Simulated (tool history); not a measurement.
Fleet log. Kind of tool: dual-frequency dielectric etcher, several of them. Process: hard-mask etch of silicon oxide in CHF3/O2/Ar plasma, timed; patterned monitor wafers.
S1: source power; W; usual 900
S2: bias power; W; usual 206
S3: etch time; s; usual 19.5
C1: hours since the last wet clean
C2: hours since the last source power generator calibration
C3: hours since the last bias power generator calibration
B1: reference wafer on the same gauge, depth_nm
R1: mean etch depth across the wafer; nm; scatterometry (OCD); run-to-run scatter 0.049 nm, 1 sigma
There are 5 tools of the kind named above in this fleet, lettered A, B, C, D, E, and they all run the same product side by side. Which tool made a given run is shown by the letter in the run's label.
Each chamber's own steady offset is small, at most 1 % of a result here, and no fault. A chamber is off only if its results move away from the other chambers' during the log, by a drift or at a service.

Run 1C, hour 3.5: usual settings; C1 329.6; C2 635.1; C3 2798.3; B1 40.401. Result: R1 47.276 nm.
Run 2A, hour 7.3: usual settings; C1 91.3; C2 4225.3; C3 133.7; B1 40.398. Result: R1 47.013 nm.
Run 3B, hour 10.7: usual settings; C1 280.6; C2 4853.9; C3 2961.9; B1 40.402. Result: R1 46.800 nm.
Run 4D, hour 16.6: usual settings; C1 573.9; C2 1565.7; C3 2381.9; B1 40.417. Result: R1 46.764 nm.
At hour 18.3: chamber C: wet clean of the chamber.
Run 5E, hour 20.9: usual settings; C1 29.8; C2 2437.7; C3 2304.6; B1 40.425. Result: R1 46.931 nm.
Run 6C, hour 26.7: usual settings but S3 24.0 s; C1 8.5; C2 658.3; C3 2821.5; B1 40.416. Result: R1 58.241 nm.
Run 7A, hour 33.2: usual settings but S3 24.0 s; C1 117.2; C2 4251.2; C3 159.6; B1 40.427. Result: R1 57.872 nm.
Run 8B, hour 36.1: usual settings but S3 24.0 s; C1 306.0; C2 4879.3; C3 2987.3; B1 40.441. Result: R1 57.708 nm.
Run 9E, hour 42.8: usual settings but S3 24.0 s; C1 51.7; C2 2459.6; C3 2326.5; B1 40.440. Result: R1 57.839 nm.
Run 10D, hour 47.2: usual settings but S3 24.0 s; C1 604.5; C2 1596.3; C3 2412.5; B1 40.442. Result: R1 57.520 nm.
Run 11E, hour 51.5: usual settings; C1 60.4; C2 2468.3; C3 2335.2; B1 40.444. Result: R1 47.050 nm.
Run 12C, hour 55.2: usual settings; C1 37.0; C2 686.8; C3 2850.0; B1 40.456. Result: R1 47.382 nm.
Run 13D, hour 61.8: usual settings; C1 619.1; C2 1610.9; C3 2427.1; B1 40.461. Result: R1 46.785 nm.
Run 14B, hour 66.7: usual settings; C1 336.6; C2 4909.9; C3 3017.9; B1 40.469. Result: R1 46.890 nm.
At hour 69.2: chamber D: wet clean of the chamber.
Run 15A, hour 69.9: usual settings; C1 153.9; C2 4287.9; C3 196.3; B1 40.464. Result: R1 47.163 nm.
Run 16C, hour 76.4: usual settings but S2 239 W, S3 22.0 s; C1 58.2; C2 708.0; C3 2871.2; B1 40.474. Result: R1 56.238 nm.
Run 17E, hour 79.7: usual settings but S2 239 W, S3 22.0 s; C1 88.6; C2 2496.5; C3 2363.4; B1 40.479. Result: R1 55.851 nm.
Run 18D, hour 85.1: usual settings but S2 239 W, S3 22.0 s; C1 15.9; C2 1634.2; C3 2450.4; B1 40.480. Result: R1 55.596 nm.
Run 19B, hour 89.3: usual settings but S2 239 W, S3 22.0 s; C1 359.2; C2 4932.5; C3 3040.5; B1 40.495. Result: R1 55.748 nm.
Run 20A, hour 94.9: usual settings but S2 239 W, S3 22.0 s; C1 178.9; C2 4312.9; C3 221.3; B1 40.492. Result: R1 55.989 nm.
Run 21A, hour 99.9: usual settings; C1 183.9; C2 4317.9; C3 226.3; B1 40.513. Result: R1 47.151 nm.
Run 22B, hour 104.7: usual settings; C1 374.6; C2 4947.9; C3 3055.9; B1 40.512. Result: R1 46.978 nm.
Run 23E, hour 110.3: usual settings; C1 119.2; C2 2527.1; C3 2394.0; B1 40.514. Result: R1 46.998 nm.
Run 24C, hour 116.3: usual settings; C1 98.1; C2 747.9; C3 2911.1; B1 40.511. Result: R1 47.466 nm.
Run 25D, hour 119.3: usual settings; C1 50.1; C2 1668.4; C3 2484.6; B1 40.512. Result: R1 46.838 nm.
Run 26E, hour 123.6: usual settings; C1 132.5; C2 2540.4; C3 2407.3; B1 40.522. Result: R1 47.090 nm.
Run 27B, hour 126.6: usual settings; C1 396.5; C2 4969.8; C3 3077.8; B1 40.528. Result: R1 47.046 nm.
Run 28D, hour 129.9: usual settings; C1 60.7; C2 1679.0; C3 2495.2; B1 40.537. Result: R1 46.918 nm.
Run 29A, hour 134.5: usual settings but S1 980 W, S3 14.5 s; C1 218.5; C2 4352.5; C3 260.9; B1 40.542. Result: R1 36.255 nm.
Run 30C, hour 138.5: usual settings but S1 980 W, S3 14.5 s; C1 120.3; C2 770.1; C3 2933.3; B1 40.544. Result: R1 36.509 nm.
At hour 139.4: chamber B: bias power generator calibrated.
Run 31B, hour 142.5: usual settings but S1 980 W, S3 14.5 s; C1 412.4; C2 4985.7; C3 3.2; B1 40.554. Result: R1 36.115 nm.
Run 32C, hour 149.2: usual settings but S1 980 W, S3 14.5 s; C1 131.0; C2 780.8; C3 2944.0; B1 40.553. Result: R1 36.520 nm.
Run 33D, hour 154.7: usual settings but S1 980 W, S3 14.5 s; C1 85.5; C2 1703.8; C3 2520.0; B1 40.554. Result: R1 36.064 nm.
Run 34E, hour 158.1: usual settings but S2 182 W, S3 23.5 s; C1 167.0; C2 2574.9; C3 2441.8; B1 40.565. Result: R1 54.496 nm.
Run 35A, hour 162.5: usual settings but S2 182 W, S3 23.5 s; C1 246.5; C2 4380.5; C3 288.9; B1 40.573. Result: R1 54.585 nm.

All 5 chambers run these settings next. Forecast each chamber's results:
Run 36A, hour 167.3: usual settings. Result: R1 ?.
Run 36B, hour 167.3: usual settings. Result: R1 ?.
Run 36C, hour 167.3: usual settings. Result: R1 ?.
Run 36D, hour 167.3: usual settings. Result: R1 ?.
Run 36E, hour 167.3: usual settings. Result: R1 ?.

run      R1
36A  47.284
36B  47.039
36C  47.407
36D  46.925
36E  47.083
